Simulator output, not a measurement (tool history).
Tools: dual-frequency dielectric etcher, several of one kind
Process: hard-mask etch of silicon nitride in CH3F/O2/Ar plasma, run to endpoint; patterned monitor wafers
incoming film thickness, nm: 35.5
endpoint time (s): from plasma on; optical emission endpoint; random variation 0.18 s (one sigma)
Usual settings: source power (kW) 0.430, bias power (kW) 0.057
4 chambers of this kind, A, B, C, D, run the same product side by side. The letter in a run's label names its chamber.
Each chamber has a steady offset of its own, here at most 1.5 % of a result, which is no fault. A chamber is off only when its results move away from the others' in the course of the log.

run	hour	source power (kW)	bias power (kW)	hours since the last wet clean	hours since the last source power generator calibration	hours since the last bias power generator calibration	endpoint time (s)
1C	4.2	0.430	0.057	214.1	1503.4	1150.0	54.386
2B	9.2	0.430	0.057	111.5	3719.0	1266.2	54.414
3D	15.1	0.430	0.057	158.6	368.3	1321.9	54.064
4A	18.7	0.430	0.057	311.9	1371.7	2674.8	54.494
5B	23.1	0.430	0.057	125.4	3732.9	1280.1	53.947
6A	26.1	0.430	0.057	319.3	1379.1	2682.2	54.767
7D	30.2	0.430	0.057	173.7	383.4	1337.0	54.087
8C	36.1	0.430	0.057	246.0	1535.3	1181.9	54.435
9A	41.1	0.430	0.057	334.3	1394.1	2697.2	54.555
10D	44.9	0.430	0.057	188.4	398.1	1351.7	54.134
11B	49.9	0.430	0.057	152.2	3759.7	1306.9	54.320
12C	54.9	0.340	0.047	264.8	1554.1	1200.7	63.334
13D	59.9	0.340	0.047	203.4	413.1	1366.7	63.269
14B	63.5	0.340	0.047	165.8	3773.3	1320.5	63.144
15A	68.1	0.340	0.047	361.3	1421.1	2724.2	63.148
16C	71.5	0.430	0.057	281.4	1570.7	1217.3	54.444
17D	75.4	0.330	0.062	218.9	428.6	1382.2	58.338
18C	81.2	0.330	0.062	291.1	1580.4	1227.0	58.641
19B	86.2	0.330	0.062	188.5	3796.0	1343.2	58.498
20A	89.6	0.330	0.062	382.8	1442.6	2745.7	59.013
21A	93.7	0.430	0.057	386.9	1446.7	2749.8	54.112
22B	97.6	0.430	0.057	199.9	3807.4	1354.6	54.056
# hour 98.9: chamber A: wet clean of the chamber
23D	102.6	0.430	0.057	246.1	455.8	1409.4	53.992
24C	107.3	0.430	0.057	317.2	1606.5	1253.1	54.286
25C	111.2	0.430	0.057	321.1	1610.4	1257.0	54.454
26D	115.5	0.430	0.057	259.0	468.7	1422.3	53.819
27B	119.2	0.430	0.057	221.5	3829.0	1376.2	54.047
28A	123.3	0.380	0.066	24.5	1476.3	2779.4	57.109
29D	127.3	0.380	0.066	270.8	480.5	1434.1	53.858
30B	132.1	0.380	0.066	234.4	3841.9	1389.1	54.186
31C	135.5	0.380	0.066	345.4	1634.7	1281.3	54.161
# hour 136.3: chamber B: source power generator calibrated
32A	139.6	0.430	0.069	40.8	1492.6	2795.7	53.373
33B	144.0	0.430	0.069	246.3	7.7	1401.0	50.821
34A	148.7	0.430	0.069	49.9	1501.7	2804.8	53.433
35D	152.8	0.430	0.069	296.3	506.0	1459.6	50.852
36C	155.9	0.500	0.065	365.8	1655.1	1301.7	49.459
37D	159.2	0.500	0.065	302.7	512.4	1466.0	48.854
38B	165.0	0.500	0.065	267.3	28.7	1422.0	49.251
39C	167.8	0.500	0.065	377.7	1667.0	1313.6	48.933

What goes on in this fleet: one chamber off, a drifting gauge, or nothing beyond the chambers' own small offsets? Name the chamber and the cause, if any.

A service left chamber A off against the others.
Cause: etch rate under this chamber's usual, % = 4.39.

Here are 4 candidates for chamber A's next run, each the usual settings with a change, their results left as question marks. Which one brings its results back in line with what the others give on the usual settings?
In line means no further than this from the other chambers' mean on the usual settings: endpoint time (s) 0.650
40A-1	172.1	0.400	0.054				?
40A-2	172.1	0.430	0.076				?
40A-3	172.1	0.370	0.051				?
40A-4	172.1	0.460	0.061				?

The other chambers' mean on the usual settings: endpoint time (s) 54.175
run	endpoint time (s)
40A-1	59.800
40A-2	51.844
40A-3	62.799
40A-4	54.423
40A-4 brings the chamber back in line.
